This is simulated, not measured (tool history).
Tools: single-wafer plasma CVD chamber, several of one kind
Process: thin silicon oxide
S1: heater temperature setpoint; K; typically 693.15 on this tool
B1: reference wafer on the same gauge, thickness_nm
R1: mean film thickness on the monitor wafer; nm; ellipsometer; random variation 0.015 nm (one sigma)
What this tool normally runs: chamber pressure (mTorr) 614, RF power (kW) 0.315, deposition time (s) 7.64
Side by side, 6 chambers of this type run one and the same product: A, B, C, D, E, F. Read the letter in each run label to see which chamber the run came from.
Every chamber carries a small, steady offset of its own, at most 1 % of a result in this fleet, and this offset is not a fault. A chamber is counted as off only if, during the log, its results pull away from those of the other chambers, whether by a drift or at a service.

run 1E hour=2.7 | S1=693.15 chamber_pressure_(mTorr)=614 RF_power_(kW)=0.315 deposition_time_(s)=7.64 | B1=8.6010 | R1=10.6800
run 2B hour=6.5 | S1=693.15 chamber_pressure_(mTorr)=614 RF_power_(kW)=0.315 deposition_time_(s)=7.64 | B1=8.5995 | R1=10.8180
run 3F hour=10.6 | S1=693.15 chamber_pressure_(mTorr)=614 RF_power_(kW)=0.315 deposition_time_(s)=7.64 | B1=8.6032 | R1=10.7940
run 4C hour=13.0 | S1=693.15 chamber_pressure_(mTorr)=614 RF_power_(kW)=0.315 deposition_time_(s)=7.64 | B1=8.6037 | R1=10.7000
run 5A hour=15.1 | S1=693.15 chamber_pressure_(mTorr)=614 RF_power_(kW)=0.315 deposition_time_(s)=7.64 | B1=8.6038 | R1=10.7970
run 6D hour=17.6 | S1=693.15 chamber_pressure_(mTorr)=614 RF_power_(kW)=0.315 deposition_time_(s)=7.64 | B1=8.6067 | R1=10.7080
run 7B hour=20.3 | S1=693.15 chamber_pressure_(mTorr)=614 RF_power_(kW)=0.315 deposition_time_(s)=7.64 | B1=8.6060 | R1=10.8120
run 8A hour=24.4 | S1=693.15 chamber_pressure_(mTorr)=614 RF_power_(kW)=0.315 deposition_time_(s)=7.64 | B1=8.6099 | R1=10.7590
run 9D hour=27.3 | S1=693.15 chamber_pressure_(mTorr)=614 RF_power_(kW)=0.315 deposition_time_(s)=7.64 | B1=8.6124 | R1=10.6870
run 10C hour=30.5 | S1=693.15 chamber_pressure_(mTorr)=614 RF_power_(kW)=0.315 deposition_time_(s)=7.64 | B1=8.6101 | R1=10.7130
run 11F hour=32.7 | S1=693.15 chamber_pressure_(mTorr)=614 RF_power_(kW)=0.315 deposition_time_(s)=7.64 | B1=8.6116 | R1=10.8010
run 12E hour=35.0 | S1=693.15 chamber_pressure_(mTorr)=614 RF_power_(kW)=0.315 deposition_time_(s)=7.64 | B1=8.6124 | R1=10.7000
run 13C hour=37.8 | S1=698.15 chamber_pressure_(mTorr)=559 RF_power_(kW)=0.315 deposition_time_(s)=7.64 | B1=8.6156 | R1=9.6261
run 14E hour=40.6 | S1=698.15 chamber_pressure_(mTorr)=559 RF_power_(kW)=0.315 deposition_time_(s)=7.64 | B1=8.6188 | R1=9.6208
run 15D hour=44.2 | S1=698.15 chamber_pressure_(mTorr)=559 RF_power_(kW)=0.315 deposition_time_(s)=7.64 | B1=8.6152 | R1=9.6512
run 16F hour=47.7 | S1=698.15 chamber_pressure_(mTorr)=559 RF_power_(kW)=0.315 deposition_time_(s)=7.64 | B1=8.6149 | R1=9.7425
run 17A hour=50.4 | S1=698.15 chamber_pressure_(mTorr)=559 RF_power_(kW)=0.315 deposition_time_(s)=7.64 | B1=8.6198 | R1=9.7257
run 18B hour=52.4 | S1=698.15 chamber_pressure_(mTorr)=559 RF_power_(kW)=0.315 deposition_time_(s)=7.64 | B1=8.6217 | R1=9.7320
run 19C hour=56.2 | S1=693.15 chamber_pressure_(mTorr)=614 RF_power_(kW)=0.315 deposition_time_(s)=7.64 | B1=8.6206 | R1=10.7060
run 20B hour=60.0 | S1=693.15 chamber_pressure_(mTorr)=614 RF_power_(kW)=0.315 deposition_time_(s)=7.64 | B1=8.6229 | R1=10.8200
-- hour=61.6 chamber A: capacitance manometer re-zeroed and calibrated
run 21E hour=63.4 | S1=693.15 chamber_pressure_(mTorr)=614 RF_power_(kW)=0.315 deposition_time_(s)=7.64 | B1=8.6242 | R1=10.6750
run 22D hour=67.5 | S1=693.15 chamber_pressure_(mTorr)=614 RF_power_(kW)=0.315 deposition_time_(s)=7.64 | B1=8.6239 | R1=10.6930
run 23F hour=70.7 | S1=693.15 chamber_pressure_(mTorr)=614 RF_power_(kW)=0.315 deposition_time_(s)=7.64 | B1=8.6228 | R1=10.8240
-- hour=72.0 chamber D: RF generator calibrated
run 24A hour=72.8 | S1=693.15 chamber_pressure_(mTorr)=614 RF_power_(kW)=0.315 deposition_time_(s)=7.64 | B1=8.6268 | R1=10.8070
run 25D hour=76.2 | S1=693.15 chamber_pressure_(mTorr)=614 RF_power_(kW)=0.315 deposition_time_(s)=7.64 | B1=8.6258 | R1=10.7380
run 26C hour=78.5 | S1=693.15 chamber_pressure_(mTorr)=614 RF_power_(kW)=0.315 deposition_time_(s)=7.64 | B1=8.6316 | R1=10.7410
run 27A hour=82.4 | S1=693.15 chamber_pressure_(mTorr)=614 RF_power_(kW)=0.315 deposition_time_(s)=7.64 | B1=8.6296 | R1=10.8180
run 28E hour=85.5 | S1=693.15 chamber_pressure_(mTorr)=536 RF_power_(kW)=0.315 deposition_time_(s)=7.64 | B1=8.6308 | R1=9.2129
run 29B hour=88.5 | S1=693.15 chamber_pressure_(mTorr)=536 RF_power_(kW)=0.315 deposition_time_(s)=7.64 | B1=8.6342 | R1=9.3170
run 30F hour=93.0 | S1=693.15 chamber_pressure_(mTorr)=536 RF_power_(kW)=0.315 deposition_time_(s)=7.64 | B1=8.6356 | R1=9.3245
run 31B hour=95.9 | S1=693.15 chamber_pressure_(mTorr)=536 RF_power_(kW)=0.315 deposition_time_(s)=7.64 | B1=8.6344 | R1=9.3261
run 32D hour=98.8 | S1=693.15 chamber_pressure_(mTorr)=536 RF_power_(kW)=0.315 deposition_time_(s)=7.64 | B1=8.6326 | R1=9.2447
run 33E hour=101.2 | S1=693.15 chamber_pressure_(mTorr)=536 RF_power_(kW)=0.315 deposition_time_(s)=7.64 | B1=8.6391 | R1=9.2190
run 34C hour=104.0 | S1=693.15 chamber_pressure_(mTorr)=614 RF_power_(kW)=0.315 deposition_time_(s)=7.64 | B1=8.6367 | R1=10.7370
run 35A hour=108.5 | S1=693.15 chamber_pressure_(mTorr)=614 RF_power_(kW)=0.315 deposition_time_(s)=7.64 | B1=8.6393 | R1=10.8110
run 36F hour=111.4 | S1=693.15 chamber_pressure_(mTorr)=614 RF_power_(kW)=0.315 deposition_time_(s)=8.64 | B1=8.6408 | R1=12.2580
run 37C hour=115.9 | S1=693.15 chamber_pressure_(mTorr)=614 RF_power_(kW)=0.315 deposition_time_(s)=8.64 | B1=8.6413 | R1=12.1620
run 38D hour=118.4 | S1=693.15 chamber_pressure_(mTorr)=614 RF_power_(kW)=0.315 deposition_time_(s)=8.64 | B1=8.6449 | R1=12.1560
run 39F hour=121.9 | S1=693.15 chamber_pressure_(mTorr)=614 RF_power_(kW)=0.315 deposition_time_(s)=8.64 | B1=8.6469 | R1=12.3240
run 40B hour=124.2 | S1=693.15 chamber_pressure_(mTorr)=614 RF_power_(kW)=0.315 deposition_time_(s)=8.64 | B1=8.6412 | R1=12.2430
run 41A hour=128.2 | S1=693.15 chamber_pressure_(mTorr)=614 RF_power_(kW)=0.315 deposition_time_(s)=8.64 | B1=8.6490 | R1=12.2760
run 42E hour=130.5 | S1=693.15 chamber_pressure_(mTorr)=614 RF_power_(kW)=0.315 deposition_time_(s)=7.64 | B1=8.6513 | R1=10.6960
run 43E hour=132.8 | S1=693.15 chamber_pressure_(mTorr)=614 RF_power_(kW)=0.315 deposition_time_(s)=7.64 | B1=8.6480 | R1=10.7310

Next, all 6 chambers run the settings below, one line each with question marks for the results. What does each chamber give?
run 44A hour=136.1 | S1=693.15 chamber_pressure_(mTorr)=614 RF_power_(kW)=0.315 deposition_time_(s)=7.64 | R1=?
run 44B hour=136.1 | S1=693.15 chamber_pressure_(mTorr)=614 RF_power_(kW)=0.315 deposition_time_(s)=7.64 | R1=?
run 44C hour=136.1 | S1=693.15 chamber_pressure_(mTorr)=614 RF_power_(kW)=0.315 deposition_time_(s)=7.64 | R1=?
run 44D hour=136.1 | S1=693.15 chamber_pressure_(mTorr)=614 RF_power_(kW)=0.315 deposition_time_(s)=7.64 | R1=?
run 44E hour=136.1 | S1=693.15 chamber_pressure_(mTorr)=614 RF_power_(kW)=0.315 deposition_time_(s)=7.64 | R1=?
run 44F hour=136.1 | S1=693.15 chamber_pressure_(mTorr)=614 RF_power_(kW)=0.315 deposition_time_(s)=7.64 | R1=?

run=44A R1=10.8400
run=44B R1=10.8800
run=44C R1=10.7420
run=44D R1=10.7460
run=44E R1=10.7410
run=44F R1=10.8660
